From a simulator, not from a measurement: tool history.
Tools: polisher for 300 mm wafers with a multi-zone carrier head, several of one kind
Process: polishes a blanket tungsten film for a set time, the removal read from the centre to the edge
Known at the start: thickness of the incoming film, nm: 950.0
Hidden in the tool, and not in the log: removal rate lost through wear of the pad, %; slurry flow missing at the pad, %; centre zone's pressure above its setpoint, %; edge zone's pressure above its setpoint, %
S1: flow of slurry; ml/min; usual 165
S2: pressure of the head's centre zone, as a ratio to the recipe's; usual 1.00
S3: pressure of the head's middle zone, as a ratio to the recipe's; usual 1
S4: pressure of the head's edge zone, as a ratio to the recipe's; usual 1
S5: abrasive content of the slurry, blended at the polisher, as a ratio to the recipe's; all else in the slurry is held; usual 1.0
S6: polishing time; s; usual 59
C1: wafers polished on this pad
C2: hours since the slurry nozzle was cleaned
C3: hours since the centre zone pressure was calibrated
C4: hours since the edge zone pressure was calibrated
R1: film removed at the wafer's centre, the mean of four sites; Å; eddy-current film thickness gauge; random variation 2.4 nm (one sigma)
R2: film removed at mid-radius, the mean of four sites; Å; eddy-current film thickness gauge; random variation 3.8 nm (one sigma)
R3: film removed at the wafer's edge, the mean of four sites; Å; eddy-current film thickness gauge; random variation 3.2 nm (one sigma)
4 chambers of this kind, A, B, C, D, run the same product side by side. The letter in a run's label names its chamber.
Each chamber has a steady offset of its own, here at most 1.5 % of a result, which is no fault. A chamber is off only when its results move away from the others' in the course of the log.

run     day   S1    S2  S3  S4   S5  S6    C1     C2      C3     C4      R1      R2      R3
      0.071  -- chamber C: worn pad replaced by a new one
 1A   0.542  165  1.00   1   1  1.0  59   982  161.3   163.9  109.5  2883.5  2871.6  2878.6
      0.612  -- chamber D: edge zone pressure recalibrated
 2D   0.946  165  1.00   1   1  1.0  59  1226  227.2   725.2    8.0  2860.6  2820.5  2901.0
      1.300  -- chamber A: worn pad replaced by a new one
 3C   1.400  165  1.00   1   1  1.0  59   304  178.2   148.3   66.8  2879.8  2920.2  2825.8
      1.412  -- chamber B: edge zone pressure recalibrated
 4B   1.808  165  1.00   1   1  1.0  59   456  287.1   971.1    9.5  2858.7  2929.6  2881.6
      1.862  -- chamber D: worn pad replaced by a new one
 5D   2.317  165  1.00   1   1  1.2  59   104  260.1   758.1   40.9  3020.0  2966.6  3005.5
      2.654  -- chamber B: worn pad replaced by a new one
      2.746  -- chamber C: worn pad replaced by a new one
 6B   2.767  165  1.00   1   1  1.2  59    26  310.1   994.1   32.5  2990.2  3102.4  3030.6
 7C   3.079  165  1.00   1   1  1.2  59    76  218.5   188.6  107.1  3000.2  3008.9  2986.8
 8A   3.538  165  1.00   1   1  1.2  59   513  233.2   235.8  181.4  3012.3  3028.2  3103.0
 9D   4.212  165  1.00   1   1  1.0  59   538  305.6   803.6   86.4  2903.6  2867.5  2875.4
10B   4.817  165  1.00   1   1  1.0  59   496  359.3  1043.3   81.7  2850.9  2932.4  2894.8
11A   5.154  165  1.00   1   1  1.0  59   884  272.0   274.6  220.2  2834.9  2892.5  2903.0
      5.471  -- chamber C: worn pad replaced by a new one
      5.533  -- chamber B: worn pad replaced by a new one
      5.829  -- chamber A: worn pad replaced by a new one
12C   5.829  165  1.00   1   1  1.0  59    82  284.5   254.6  173.1  2885.6  2879.5  2896.1
13A   6.183  165  1.00   1   1  1.0  59    81  296.7   299.3  244.9  2866.2  2899.0  2916.9
14C   6.700  165  1.00   1   1  1.0  74   282  305.4   275.5  194.0  3617.5  3517.1  3541.7
15B   7.225  165  1.00   1   1  1.0  74   388  417.1  1101.1  139.5  3588.6  3700.5  3652.0
      7.400  -- chamber D: worn pad replaced by a new one
16D   7.567  165  1.00   1   1  1.0  74    38  386.1   884.1  166.9  3607.8  3649.0  3560.7
17A   8.204  165  1.00   1   1  1.0  74   544  345.2   347.8  293.4  3569.6  3640.9  3640.2
18D   8.688  165  1.00   1   1  1.0  59   295  413.0   911.0  193.8  2888.9  2880.9  2880.9
      8.850  -- chamber C: worn pad replaced by a new one
      8.892  -- chamber B: worn pad replaced by a new one
19B   9.283  165  1.00   1   1  1.0  59    90  466.5  1150.5  188.9  2868.2  2949.9  2862.1
20C   9.958  165  1.00   1   1  1.0  59   254  383.6   353.7  272.2  2853.2  2877.0  2858.7
     10.375  -- chamber D: slurry nozzle cleaned
21A  10.521  165  1.00   1   1  1.0  59  1075  400.8   403.4  349.0  2889.3  2886.7  2875.7
     10.646  -- chamber A: worn pad replaced by a new one
22D  10.933  165  1.00   1   1  1.0  59   810   13.4   964.9  247.7  2860.4  2882.5  2893.4
     11.046  -- chamber B: centre zone pressure recalibrated
     11.288  -- chamber A: centre zone pressure recalibrated
23B  11.546  185  1.00   1   1  1.0  59   609  520.8    12.0  243.2  2916.3  3004.0  2931.8
     11.646  -- chamber C: worn pad replaced by a new one
24C  12.162  185  1.00   1   1  1.0  59   118  436.5   406.6  325.1  2963.6  2924.8  2892.6
     12.392  -- chamber B: worn pad replaced by a new one
25B  12.754  185  1.00   1   1  1.0  59    83  549.8    41.0  272.2  2902.0  3038.4  2901.9
     13.142  -- chamber D: worn pad replaced by a new one
26A  13.217  185  1.00   1   1  1.0  59   590  465.5    46.3  413.7  2934.7  2946.2  2902.6
27D  13.696  165  1.00   1   1  1.0  59   127   79.7  1031.2  314.0  2891.2  2853.9  2871.3
28C  14.050  165  1.00   1   1  1.0  59   551  481.8   451.9  370.4  2870.9  2842.3  2846.6
     14.358  -- chamber C: worn pad replaced by a new one
29B  14.579  165  1.00   1   1  1.0  59   501  593.6    84.8  316.0  2867.2  2933.6  2875.8
     14.929  -- chamber A: worn pad replaced by a new one
30C  15.000  165  1.00   1   1  1.0  59   147  504.6   474.7  393.2  2861.8  2845.8  2877.2
31A  15.642  165  1.00   1   1  1.0  59   164  523.7   104.5  471.9  2888.4  2965.9  2932.1

Is one chamber off against the others, does the gauge drift, or is nothing wrong? If a chamber is off, say which, and what the likeliest cause is.

No chamber stands off beyond its own small offset, and the gauge holds steady.
